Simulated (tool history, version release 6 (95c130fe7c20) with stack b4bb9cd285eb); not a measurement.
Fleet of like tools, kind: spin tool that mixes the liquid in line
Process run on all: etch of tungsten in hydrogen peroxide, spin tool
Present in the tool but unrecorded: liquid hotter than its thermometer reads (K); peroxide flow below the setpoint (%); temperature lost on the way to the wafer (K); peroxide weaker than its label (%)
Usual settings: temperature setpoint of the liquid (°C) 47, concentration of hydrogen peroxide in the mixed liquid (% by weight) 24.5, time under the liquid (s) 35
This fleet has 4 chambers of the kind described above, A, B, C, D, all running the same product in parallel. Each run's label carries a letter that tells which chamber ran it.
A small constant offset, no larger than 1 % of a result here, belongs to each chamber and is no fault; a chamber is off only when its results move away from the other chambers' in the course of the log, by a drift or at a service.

run,day,temperature setpoint of the liquid (°C),concentration of hydrogen peroxide in the mixed liquid (% by weight),time under the liquid (s),hours since the thermometer was replaced,hours since the peroxide flow meter was replaced,hours since the heated supply line was repaired,hours since the drum of peroxide was connected,"read-back film thickness of the tungsten reference wafer, read on the same gauge (nm)",thickness taken off the tungsten on a monitor wafer (nm)
1B,0.425,47,24.5,35,714.3,809.5,1022.2,225.8,69.988,48.254
2D,0.821,47,24.5,35,1712.8,327.3,791.2,805.2,70.023,48.604
3A,1.304,47,24.5,35,707.5,314.7,478.5,454.3,70.001,49.011
4C,1.775,47,24.5,35,2130.1,231.4,1462.9,302.0,69.974,48.292
# day 2.238: chamber C: new drum of peroxide connected
5D,2.254,38,24.5,20,1747.2,361.7,825.6,839.6,69.961,15.435
6A,2.746,38,24.5,20,742.1,349.3,513.1,488.9,70.014,15.552
7B,2.975,38,24.5,20,775.5,870.7,1083.4,287.0,70.022,15.543
8C,3.267,38,24.5,20,2165.9,267.2,1498.7,24.8,69.982,15.701
9C,3.633,47,24.5,35,2174.7,276.0,1507.5,33.6,69.983,48.515
10A,3.862,47,24.5,35,768.9,376.1,539.9,515.7,69.959,48.874
11D,4.179,47,24.5,35,1793.4,407.9,871.8,885.8,69.958,48.251
# day 4.204: chamber B: new drum of peroxide connected
12B,4.658,47,24.5,35,815.9,911.1,1123.8,11.0,70.005,47.103
13B,5.112,47,24.5,35,826.8,922.0,1134.7,21.9,70.030,46.995
14D,5.367,47,29.5,20,1821.9,436.4,900.3,914.3,70.035,30.186
15A,5.646,47,29.5,20,811.7,418.9,582.7,558.5,70.009,30.503
16C,6.121,47,29.5,20,2234.4,335.7,1567.2,93.3,70.024,30.356
17B,6.604,47,29.5,20,862.6,957.8,1170.5,57.7,70.020,29.484
18A,7.054,47,24.5,35,845.5,452.7,616.5,592.3,70.008,48.826
19D,7.450,47,24.5,35,1871.9,486.4,950.3,964.3,70.003,48.573
20C,7.754,47,24.5,35,2273.6,374.9,1606.4,132.5,70.019,48.420
21A,8.029,47,24.5,35,868.9,476.1,639.9,615.7,70.028,48.727
22C,8.479,47,24.5,35,2291.0,392.3,1623.8,149.9,69.962,48.279
23D,8.904,47,24.5,35,1906.8,521.3,985.2,999.2,70.030,48.229
24B,9.162,41,28.5,35,924.0,1019.2,1231.9,119.1,69.986,33.677
25D,9.650,41,28.5,35,1924.7,539.2,1003.1,1017.1,70.027,35.613
# day 10.008: chamber C: peroxide flow meter replaced
26C,10.029,41,28.5,35,2328.2,0.5,1661.0,187.1,70.012,35.979
27A,10.317,41,28.5,35,923.8,531.0,694.8,670.6,70.037,35.661
# day 10.367: chamber A: heated supply line repaired
28B,10.775,47,24.5,15,962.7,1057.9,1270.6,157.8,70.003,19.418
29B,11.221,47,24.5,15,973.4,1068.6,1281.3,168.5,70.019,19.463
30D,11.733,47,24.5,15,1974.7,589.2,1053.1,1067.1,70.007,20.954
31A,12.138,47,24.5,15,967.5,574.7,42.6,714.3,70.021,20.944

Does one chamber stand apart from the rest, does the shared gauge drift, or is all well apart from small per-chamber offsets? Give the chamber and the most likely cause, where there is one.

One chamber, B, drifts off from the rest bit by bit.
Cause: temperature lost on the way to the wafer (K) = 1.13.
Not necessarily distinguishable in this log from: liquid colder than its thermometer reads (K); peroxide flow below the setpoint (%).

Below are 4 candidate recipes for chamber B's next run, each the usual settings with a change, their results shown as question marks. Which of them brings B's results back in line with what the other chambers give on the usual settings?
In line here means within this much of the mean the other chambers give on the usual settings: thickness taken off the tungsten on a monitor wafer (nm) 1.100
32B-1,12.508,47.0,28.0,35,,,,,,?
32B-2,12.508,47.0,21.0,35,,,,,,?
32B-3,12.508,46.5,24.5,35,,,,,,?
32B-4,12.508,47.5,24.5,35,,,,,,?

Average result of the remaining chambers running the usual settings: thickness taken off the tungsten on a monitor wafer (nm) 48.553
run,thickness taken off the tungsten on a monitor wafer (nm)
32B-1,48.315
32B-2,41.751
32B-3,43.784
32B-4,46.559
With 32B-1, the chamber falls back in line with the rest.
